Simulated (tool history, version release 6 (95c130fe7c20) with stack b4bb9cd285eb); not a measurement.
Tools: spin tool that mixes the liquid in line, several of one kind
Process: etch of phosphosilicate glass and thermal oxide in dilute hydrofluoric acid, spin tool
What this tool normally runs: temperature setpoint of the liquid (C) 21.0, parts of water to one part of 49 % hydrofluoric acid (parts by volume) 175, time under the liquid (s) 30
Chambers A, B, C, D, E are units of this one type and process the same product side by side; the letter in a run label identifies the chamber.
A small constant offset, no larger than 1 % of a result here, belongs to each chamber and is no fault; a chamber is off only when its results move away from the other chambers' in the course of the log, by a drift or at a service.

| run | day | temperature setpoint of the liquid (C) | parts of water to one part of 49 % hydrofluoric acid (parts by volume) | time under the liquid (s) | read-back film thickness of the phosphosilicate glass reference wafer, read on the same gauge (nm) | read-back film thickness of the thermal oxide reference wafer, read on the same gauge (nm) | thickness taken off the phosphosilicate glass on a monitor wafer (nm) | thickness taken off the thermal oxide on a monitor wafer (nm) |
|---|---|---|---|---|---|---|---|---|
|  | 0.262 | chamber A: thermometer replaced |
| 1E | 0.283 | 21.0 | 175 | 30 | 59.977 | 140.01 | 28.425 | 0.67160 |
| 2D | 0.558 | 21.0 | 175 | 30 | 59.965 | 139.98 | 28.052 | 0.66256 |
|  | 0.688 | chamber B: hydrofluoric acid flow meter replaced |
| 3B | 0.883 | 21.0 | 175 | 30 | 60.041 | 140.02 | 28.079 | 0.69427 |
| 4A | 1.183 | 21.0 | 175 | 30 | 59.992 | 140.03 | 28.405 | 0.67857 |
| 5C | 1.450 | 21.0 | 175 | 30 | 59.994 | 140.02 | 28.029 | 0.63390 |
| 6E | 1.788 | 21.0 | 175 | 30 | 60.049 | 140.00 | 27.906 | 0.66819 |
| 7D | 1.946 | 21.0 | 150 | 30 | 59.991 | 139.98 | 33.981 | 0.81538 |
| 8A | 2.271 | 21.0 | 150 | 30 | 60.017 | 140.01 | 33.748 | 0.83628 |
| 9C | 2.433 | 21.0 | 150 | 30 | 59.999 | 140.01 | 33.947 | 0.83212 |
| 10B | 2.662 | 21.0 | 150 | 30 | 59.981 | 139.99 | 33.964 | 0.80856 |
| 11D | 2.821 | 21.0 | 150 | 30 | 60.035 | 140.03 | 33.432 | 0.80895 |
| 12A | 3.108 | 21.0 | 175 | 30 | 60.029 | 139.97 | 28.467 | 0.67802 |
| 13E | 3.338 | 21.0 | 175 | 30 | 60.029 | 140.04 | 27.767 | 0.65951 |
| 14B | 3.550 | 18.0 | 175 | 30 | 59.998 | 140.00 | 25.392 | 0.60643 |
| 15C | 3.817 | 18.0 | 175 | 30 | 60.006 | 140.04 | 25.206 | 0.57277 |
| 16D | 4.079 | 18.0 | 175 | 30 | 60.011 | 139.99 | 25.006 | 0.57739 |
| 17C | 4.267 | 18.0 | 175 | 30 | 60.017 | 140.01 | 25.158 | 0.60299 |
| 18A | 4.558 | 18.0 | 175 | 30 | 60.006 | 139.98 | 25.209 | 0.58806 |
| 19E | 4.771 | 21.0 | 225 | 30 | 59.998 | 140.00 | 20.773 | 0.48248 |
| 20B | 5.096 | 21.0 | 225 | 30 | 59.954 | 139.98 | 20.962 | 0.48238 |
|  | 5.233 | chamber C: hydrofluoric acid flow meter replaced |
| 21A | 5.296 | 21.0 | 225 | 30 | 60.014 | 140.01 | 20.612 | 0.51588 |
| 22B | 5.504 | 21.0 | 225 | 30 | 60.015 | 139.99 | 20.693 | 0.48144 |
| 23E | 5.683 | 21.0 | 225 | 30 | 60.007 | 140.00 | 20.337 | 0.53038 |
| 24D | 5.846 | 21.0 | 175 | 30 | 60.023 | 139.97 | 27.739 | 0.63458 |
| 25C | 6.062 | 21.0 | 175 | 30 | 59.979 | 140.00 | 27.881 | 0.74984 |
| 26A | 6.250 | 21.0 | 175 | 30 | 59.999 | 140.03 | 28.396 | 0.67476 |
|  | 6.462 | chamber E: hydrofluoric acid flow meter replaced |
| 27D | 6.546 | 21.0 | 175 | 30 | 59.996 | 139.98 | 28.283 | 0.66056 |
| 28C | 6.800 | 21.0 | 175 | 30 | 60.039 | 139.97 | 28.483 | 0.63564 |
| 29B | 7.071 | 21.0 | 220 | 30 | 59.967 | 139.99 | 21.404 | 0.49181 |
| 30E | 7.262 | 21.0 | 220 | 30 | 60.042 | 139.98 | 21.119 | 0.53255 |
| 31C | 7.583 | 21.0 | 220 | 30 | 59.990 | 139.99 | 21.413 | 0.50725 |
| 32D | 7.767 | 21.0 | 220 | 30 | 59.981 | 140.00 | 21.415 | 0.50134 |
| 33B | 7.946 | 21.0 | 220 | 30 | 59.974 | 140.01 | 21.366 | 0.49853 |
| 34A | 8.275 | 21.0 | 175 | 30 | 60.001 | 139.97 | 28.351 | 0.70071 |
| 35E | 8.483 | 21.0 | 175 | 30 | 60.011 | 139.98 | 27.982 | 0.64933 |
| 36E | 8.688 | 21.0 | 175 | 30 | 60.051 | 139.99 | 28.288 | 0.70775 |
| 37A | 8.850 | 21.0 | 175 | 30 | 60.025 | 140.02 | 28.325 | 0.70186 |
| 38C | 9.012 | 21.0 | 175 | 30 | 59.984 | 139.98 | 27.799 | 0.70285 |
| 39B | 9.300 | 23.5 | 175 | 40 | 59.984 | 140.00 | 41.449 | 0.86661 |
| 40D | 9.538 | 23.5 | 175 | 40 | 60.002 | 140.01 | 41.177 | 0.99876 |
| 41B | 9.796 | 23.5 | 175 | 40 | 60.002 | 139.99 | 41.444 | 1.00020 |
| 42E | 10.058 | 23.5 | 175 | 40 | 60.004 | 140.03 | 41.055 | 0.99226 |

Does one chamber stand apart from the rest, does the shared gauge drift, or is all well apart from small per-chamber offsets? Give the chamber and the most likely cause, where there is one.

Nothing is wrong: each chamber keeps only its own small, steady offset and the gauge holds still.
